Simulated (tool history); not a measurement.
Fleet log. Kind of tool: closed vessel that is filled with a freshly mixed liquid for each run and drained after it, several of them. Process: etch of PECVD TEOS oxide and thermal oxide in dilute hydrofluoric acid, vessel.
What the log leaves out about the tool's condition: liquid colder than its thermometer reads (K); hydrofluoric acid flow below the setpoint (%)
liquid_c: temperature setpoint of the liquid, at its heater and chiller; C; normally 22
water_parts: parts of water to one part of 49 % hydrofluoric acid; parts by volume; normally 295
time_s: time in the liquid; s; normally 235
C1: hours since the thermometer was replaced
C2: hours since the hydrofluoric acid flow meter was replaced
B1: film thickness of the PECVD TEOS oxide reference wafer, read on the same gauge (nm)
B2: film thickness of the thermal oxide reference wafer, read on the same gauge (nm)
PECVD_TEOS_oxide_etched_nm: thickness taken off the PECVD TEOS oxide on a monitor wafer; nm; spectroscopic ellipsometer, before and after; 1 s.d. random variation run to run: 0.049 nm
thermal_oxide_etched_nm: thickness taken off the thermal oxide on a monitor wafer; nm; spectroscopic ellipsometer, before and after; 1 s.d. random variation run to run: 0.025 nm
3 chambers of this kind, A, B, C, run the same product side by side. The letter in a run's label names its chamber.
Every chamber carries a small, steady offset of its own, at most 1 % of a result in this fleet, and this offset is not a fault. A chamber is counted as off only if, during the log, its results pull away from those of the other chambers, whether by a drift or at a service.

Run 1B, day 0.254: usual settings; C1 151.1; C2 141.8; B1 70.005; B2 39.983. Result: PECVD_TEOS_oxide_etched_nm 7.4635 nm, thermal_oxide_etched_nm 2.7847 nm.
Run 2C, day 0.467: usual settings; C1 612.0; C2 150.0; B1 69.972; B2 40.010. Result: PECVD_TEOS_oxide_etched_nm 7.4583 nm, thermal_oxide_etched_nm 2.7182 nm.
Run 3A, day 0.654: usual settings; C1 1998.6; C2 967.8; B1 69.956; B2 39.956. Result: PECVD_TEOS_oxide_etched_nm 7.3767 nm, thermal_oxide_etched_nm 2.7308 nm.
Run 4B, day 0.850: usual settings; C1 165.4; C2 156.1; B1 69.987; B2 40.000. Result: PECVD_TEOS_oxide_etched_nm 7.4378 nm, thermal_oxide_etched_nm 2.7933 nm.
Run 5C, day 1.167: usual settings; C1 628.8; C2 166.8; B1 69.992; B2 39.998. Result: PECVD_TEOS_oxide_etched_nm 7.4346 nm, thermal_oxide_etched_nm 2.7085 nm.
Run 6A, day 1.508: usual settings; C1 2019.1; C2 988.3; B1 69.952; B2 40.018. Result: PECVD_TEOS_oxide_etched_nm 7.3121 nm, thermal_oxide_etched_nm 2.7485 nm.
Run 7A, day 1.675: usual settings; C1 2023.1; C2 992.3; B1 70.010; B2 40.016. Result: PECVD_TEOS_oxide_etched_nm 7.4082 nm, thermal_oxide_etched_nm 2.7477 nm.
Run 8B, day 1.854: usual settings; C1 189.5; C2 180.2; B1 69.982; B2 39.965. Result: PECVD_TEOS_oxide_etched_nm 7.4372 nm, thermal_oxide_etched_nm 2.7827 nm.
Run 9C, day 2.179: usual settings; C1 653.1; C2 191.1; B1 70.052; B2 39.979. Result: PECVD_TEOS_oxide_etched_nm 7.4745 nm, thermal_oxide_etched_nm 2.7233 nm.
Run 10C, day 2.475: usual settings; C1 660.2; C2 198.2; B1 70.009; B2 40.012. Result: PECVD_TEOS_oxide_etched_nm 7.4429 nm, thermal_oxide_etched_nm 2.7333 nm.
Run 11A, day 2.812: usual settings but time_s 170 s; C1 2050.4; C2 1019.6; B1 70.042; B2 39.945. Result: PECVD_TEOS_oxide_etched_nm 5.3291 nm, thermal_oxide_etched_nm 1.9924 nm.
Run 12B, day 3.083: usual settings but time_s 170 s; C1 219.0; C2 209.7; B1 70.029; B2 40.002. Result: PECVD_TEOS_oxide_etched_nm 5.3478 nm, thermal_oxide_etched_nm 2.0012 nm.
Run 13C, day 3.354: usual settings but time_s 170 s; C1 681.3; C2 219.3; B1 70.026; B2 39.971. Result: PECVD_TEOS_oxide_etched_nm 5.3041 nm, thermal_oxide_etched_nm 1.9989 nm.
Run 14A, day 3.525: usual settings; C1 2067.5; C2 1036.7; B1 70.023; B2 39.979. Result: PECVD_TEOS_oxide_etched_nm 7.3227 nm, thermal_oxide_etched_nm 2.6699 nm.
Run 15B, day 3.754: usual settings; C1 235.1; C2 225.8; B1 70.014; B2 39.967. Result: PECVD_TEOS_oxide_etched_nm 7.3506 nm, thermal_oxide_etched_nm 2.7320 nm.
Run 16C, day 4.017: usual settings; C1 697.2; C2 235.2; B1 69.995; B2 40.041. Result: PECVD_TEOS_oxide_etched_nm 7.3175 nm, thermal_oxide_etched_nm 2.7388 nm.
Run 17A, day 4.296: usual settings; C1 2086.0; C2 1055.2; B1 70.010; B2 39.992. Result: PECVD_TEOS_oxide_etched_nm 7.2929 nm, thermal_oxide_etched_nm 2.7019 nm.
Run 18B, day 4.575: usual settings; C1 254.8; C2 245.5; B1 70.019; B2 39.991. Result: PECVD_TEOS_oxide_etched_nm 7.5031 nm, thermal_oxide_etched_nm 2.7659 nm.
Run 19A, day 4.858: usual settings; C1 2099.5; C2 1068.7; B1 69.985; B2 39.985. Result: PECVD_TEOS_oxide_etched_nm 7.3349 nm, thermal_oxide_etched_nm 2.7189 nm.
Run 20B, day 5.179: usual settings; C1 269.3; C2 260.0; B1 69.969; B2 40.013. Result: PECVD_TEOS_oxide_etched_nm 7.4770 nm, thermal_oxide_etched_nm 2.7458 nm.
Run 21C, day 5.388: usual settings; C1 730.1; C2 268.1; B1 69.997; B2 40.030. Result: PECVD_TEOS_oxide_etched_nm 7.2398 nm, thermal_oxide_etched_nm 2.6646 nm.
Run 22C, day 5.550: usual settings but time_s 345 s; C1 734.0; C2 272.0; B1 70.028; B2 40.010. Result: PECVD_TEOS_oxide_etched_nm 10.6190 nm, thermal_oxide_etched_nm 3.8955 nm.
Run 23B, day 5.900: usual settings but time_s 345 s; C1 286.6; C2 277.3; B1 70.006; B2 40.012. Result: PECVD_TEOS_oxide_etched_nm 10.9070 nm, thermal_oxide_etched_nm 4.1348 nm.
Run 24A, day 6.117: usual settings but time_s 345 s; C1 2129.7; C2 1098.9; B1 69.962; B2 39.974. Result: PECVD_TEOS_oxide_etched_nm 10.9120 nm, thermal_oxide_etched_nm 3.9782 nm.
Run 25A, day 6.292: usual settings; C1 2133.9; C2 1103.1; B1 70.025; B2 40.015. Result: PECVD_TEOS_oxide_etched_nm 7.3662 nm, thermal_oxide_etched_nm 2.7640 nm.
Run 26C, day 6.583: usual settings; C1 758.8; C2 296.8; B1 69.974; B2 40.003. Result: PECVD_TEOS_oxide_etched_nm 7.0883 nm, thermal_oxide_etched_nm 2.5922 nm.
Run 27B, day 6.862: usual settings; C1 309.7; C2 300.4; B1 70.009; B2 39.958. Result: PECVD_TEOS_oxide_etched_nm 7.4249 nm, thermal_oxide_etched_nm 2.7344 nm.
Run 28B, day 7.162: usual settings; C1 316.9; C2 307.6; B1 69.968; B2 39.983. Result: PECVD_TEOS_oxide_etched_nm 7.4442 nm, thermal_oxide_etched_nm 2.7825 nm.
Run 29A, day 7.321: usual settings; C1 2158.6; C2 1127.8; B1 70.035; B2 40.011. Result: PECVD_TEOS_oxide_etched_nm 7.3395 nm, thermal_oxide_etched_nm 2.7299 nm.
Run 30C, day 7.554: usual settings; C1 782.1; C2 320.1; B1 69.998; B2 39.988. Result: PECVD_TEOS_oxide_etched_nm 6.9556 nm, thermal_oxide_etched_nm 2.5581 nm.
Run 31C, day 7.792: usual settings; C1 787.8; C2 325.8; B1 70.041; B2 39.992. Result: PECVD_TEOS_oxide_etched_nm 6.9264 nm, thermal_oxide_etched_nm 2.5421 nm.
Run 32B, day 8.067: usual settings; C1 338.6; C2 329.3; B1 69.998; B2 39.984. Result: PECVD_TEOS_oxide_etched_nm 7.4510 nm, thermal_oxide_etched_nm 2.7661 nm.
Run 33A, day 8.383: usual settings; C1 2184.1; C2 1153.3; B1 70.007; B2 39.994. Result: PECVD_TEOS_oxide_etched_nm 7.2766 nm, thermal_oxide_etched_nm 2.7545 nm.
Run 34B, day 8.733: usual settings; C1 354.6; C2 345.3; B1 70.012; B2 39.991. Result: PECVD_TEOS_oxide_etched_nm 7.3780 nm, thermal_oxide_etched_nm 2.7736 nm.

Is one chamber out of step, is the gauge drifting, or do the chambers differ by no more than their own small offsets? For an off chamber, give its letter and the likeliest cause.

Little by little, chamber C moves away from the other chambers.
Likeliest cause: liquid colder than its thermometer reads (K) = 2.5.
The log may not separate it from: hydrofluoric acid flow below the setpoint (%).

Below are 4 candidate recipes for chamber C's next run, each the usual settings with a change, their results shown as question marks. Which of them brings C's results back in line with what the other chambers give on the usual settings?
In-line tolerance around the mean of the other chambers on the usual settings: PECVD_TEOS_oxide_etched_nm 0.1700 nm; thermal_oxide_etched_nm 0.0860 nm
Run 35C-1, day 8.988: usual settings but water_parts 300 parts by volume, time_s 230 s. Result: PECVD_TEOS_oxide_etched_nm ?, thermal_oxide_etched_nm ?.
Run 35C-2, day 8.988: usual settings but water_parts 290 parts by volume, time_s 240 s. Result: PECVD_TEOS_oxide_etched_nm ?, thermal_oxide_etched_nm ?.
Run 35C-3, day 8.988: usual settings but water_parts 305 parts by volume, time_s 225 s. Result: PECVD_TEOS_oxide_etched_nm ?, thermal_oxide_etched_nm ?.
Run 35C-4, day 8.988: usual settings but water_parts 285 parts by volume, time_s 245 s. Result: PECVD_TEOS_oxide_etched_nm ?, thermal_oxide_etched_nm ?.

The mean the other chambers reach with the usual settings: PECVD_TEOS_oxide_etched_nm 7.3897 nm; thermal_oxide_etched_nm 2.7473 nm
  run  PECVD_TEOS_oxide_etched_nm  thermal_oxide_etched_nm
35C-1                      6.5107                   2.3799
35C-2                      7.0889                   2.5912
35C-3                      6.2381                   2.2802
35C-4                      7.3954                   2.7032
It is 35C-4 that realigns the chamber with its peers.
